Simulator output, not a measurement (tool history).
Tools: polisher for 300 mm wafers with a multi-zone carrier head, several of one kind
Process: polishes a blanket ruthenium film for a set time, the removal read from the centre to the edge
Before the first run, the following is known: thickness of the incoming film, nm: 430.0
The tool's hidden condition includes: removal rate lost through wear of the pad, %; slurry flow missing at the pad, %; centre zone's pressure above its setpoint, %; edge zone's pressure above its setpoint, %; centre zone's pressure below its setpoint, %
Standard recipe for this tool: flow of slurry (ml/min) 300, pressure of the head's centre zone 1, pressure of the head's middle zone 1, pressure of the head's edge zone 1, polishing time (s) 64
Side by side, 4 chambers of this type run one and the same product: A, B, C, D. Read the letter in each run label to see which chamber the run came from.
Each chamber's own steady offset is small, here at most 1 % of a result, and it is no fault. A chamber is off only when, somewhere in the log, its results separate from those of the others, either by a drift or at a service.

run,day,flow of slurry (ml/min),pressure of the head's centre zone,pressure of the head's middle zone,pressure of the head's edge zone,polishing time (s),wafers polished on this pad,hours since the slurry nozzle was cleaned,hours since the centre zone pressure was calibrated,hours since the edge zone pressure was calibrated,film removed at the wafer's centre (Å),film removed at mid-radius (Å),film removed at the wafer's edge (Å)
# day 0.112: chamber B: centre zone pressure recalibrated
1C,0.438,300,1,1,1,64,1161,699.2,1101.3,1035.3,780.99,769.86,777.24
2A,0.808,300,1,1,1,64,491,467.3,244.8,203.8,775.11,774.31,770.53
# day 0.829: chamber C: worn pad replaced by a new one
# day 1.117: chamber B: slurry nozzle cleaned
3D,1.179,300,1,1,1,64,567,492.3,249.5,322.5,757.2,775.19,765.79
4B,1.512,300,1,1,1,64,1034,9.6,33.6,319.8,768.82,762.66,773.71
5A,1.85,300,1,1,1,64,776,492.3,269.8,228.8,772.73,764.5,776.27
# day 1.871: chamber B: worn pad replaced by a new one
6D,2.317,300,1,1,1,64,878,519.6,276.8,349.8,760.54,769.23,772.66
# day 2.521: chamber A: worn pad replaced by a new one
7C,2.588,260,1,1,1,64,480,750.8,1152.9,1086.9,747.55,760.89,770.03
# day 2.746: chamber C: slurry nozzle cleaned
8B,3.021,260,1,1,1,64,314,45.8,69.8,356,751.19,756.11,759.72
9A,3.317,260,1,1,1,64,217,527.5,305,264,764.48,764.31,767.36
# day 3.417: chamber A: centre zone pressure recalibrated
10C,3.654,260,1,1,1,64,772,21.8,1178.5,1112.5,755.23,768.04,764.42
# day 3.808: chamber D: worn pad replaced by a new one
11B,4.129,300,1,1,1,64,617,72.4,96.4,382.6,775.69,773.54,769.71
12D,4.592,300,1,1,1,64,214,574.2,331.4,404.4,755.69,757.28,765.62
13B,4.883,300,1,1,1,64,824,90.5,114.5,400.7,768.24,751,761.27
# day 4.921: chamber C: worn pad replaced by a new one
14C,5.179,300,1,1,1,64,71,58.4,1215.1,1149.1,769.72,772.95,775.36
# day 5.612: chamber B: worn pad replaced by a new one
15D,5.638,300,1,1,1,64,500,599.3,356.5,429.5,758,762.34,778.55
16A,6.108,300,1,1,1,79,981,594.5,64.6,331,947.64,958.74,954.11
17D,6.329,300,1,1,1,79,689,615.9,373.1,446.1,942.7,944.81,949.61
# day 6.438: chamber A: worn pad replaced by a new one
# day 6.546: chamber C: centre zone pressure recalibrated
18B,6.617,300,1,1,1,79,275,132.1,156.1,442.3,946.96,942.95,947.91
19A,6.846,300,1,1,1,79,111,612.2,82.3,348.7,967.49,953.19,963.42
20C,7.229,300,1,1,1,64,631,107.6,16.4,1198.3,676.98,776.47,779.52
21B,7.683,300,1,1,1,64,566,157.7,181.7,467.9,778.71,755.78,767.85
22D,8.1,300,1,1,1,64,1173,658.4,415.6,488.6,776.66,755.13,770.52
23A,8.312,300,1,1,1,64,512,647.4,117.5,383.9,765.2,772.06,771
# day 8.375: chamber D: worn pad replaced by a new one
24C,8.6,300,1,1,1,64,1006,140.5,49.3,1231.2,668.97,765.48,773.84
# day 8.883: chamber A: edge zone pressure recalibrated
# day 8.942: chamber B: worn pad replaced by a new one
25A,8.979,300,1,1,1,64,695,663.4,133.5,2.4,766.17,776.77,776.95
26B,9.25,300,1,1,1,64,84,195.3,219.3,505.5,768.84,766.59,767.43
# day 9.271: chamber C: worn pad replaced by a new one
27D,9.529,300,1,1,1,64,315,692.7,449.9,522.9,771.26,755.43,766.11
28C,9.8,300,1,1,1,64,145,169.3,78.1,1260,685.84,769.8,779.89
29B,10.029,300,1,1,1,64,297,214,238,524.2,774.48,781.29,777.57
# day 10.325: chamber A: worn pad replaced by a new one
30C,10.379,300,1.11,1,1,47,303,183.2,92,1273.9,569.67,570.58,573.8
31A,10.592,300,1.11,1,1,47,73,702.1,172.2,41.1,631.82,571.76,567.04
32D,10.904,300,1.11,1,1,47,691,725.7,482.9,555.9,628,556.77,559.09
# day 10.975: chamber B: slurry nozzle cleaned
33C,11.158,300,1.11,1,1,47,516,201.9,110.7,1292.6,553.83,574.57,568.22
34A,11.446,300,1,1,1,64,306,722.6,192.7,61.6,763.08,761.68,778.92
35B,11.767,300,1,1,1,64,772,19,279.7,565.9,779.73,760.01,765.32
36D,12.046,300,1,1,1,64,1003,753.1,510.3,583.3,759.62,751.25,770.78
# day 12.108: chamber B: worn pad replaced by a new one
37A,12.467,300,1,1,1,64,585,747.1,217.2,86.1,778.67,774,781.6
38B,12.858,300,1,1,1,64,205,45.2,305.9,592.1,781.02,763.59,778.14
39D,13.342,300,1,1.12,1,64,1357,784.2,541.4,614.4,766.98,843.12,770.17
40C,13.796,300,1,1.12,1,64,1237,265.2,174,1355.9,678.17,857.2,774.7

What goes on in this fleet: one chamber off, a drifting gauge, or nothing beyond the chambers' own small offsets? Name the chamber and the cause, if any.

A service left chamber C off against the others.
Cause: centre zone's pressure below its setpoint, % = 10.4.

Which of the 4 candidates below, each the usual settings with something changed and its results left as question marks, puts chamber C back in line with what the other chambers give on the usual settings?
To be in line, a result may differ from the other chambers' mean on the usual settings by at most: film removed at the wafer's centre (Å) 26; film removed at mid-radius (Å) 25; film removed at the wafer's edge (Å) 18
41C-1,14.142,295,0.96,1.01,1.01,64,,,,,?,?,?
41C-2,14.142,305,1.1,0.98,0.96,65,,,,,?,?,?
41C-3,14.142,305,1.04,0.99,0.99,64,,,,,?,?,?
41C-4,14.142,295,0.9,1.02,1.04,63,,,,,?,?,?

Usual-settings mean across the other chambers: film removed at the wafer's centre (Å) 769.35; film removed at mid-radius (Å) 766.57; film removed at the wafer's edge (Å) 771.89
run,film removed at the wafer's centre (Å),film removed at mid-radius (Å),film removed at the wafer's edge (Å)
41C-1,645.69,776.13,778.83
41C-2,766.4,768.85,772.67
41C-3,708.9,764.25,772.85
41C-4,590.75,771.1,778.47
The right change is 41C-2: it brings the chamber back within the allowed miss of the others.
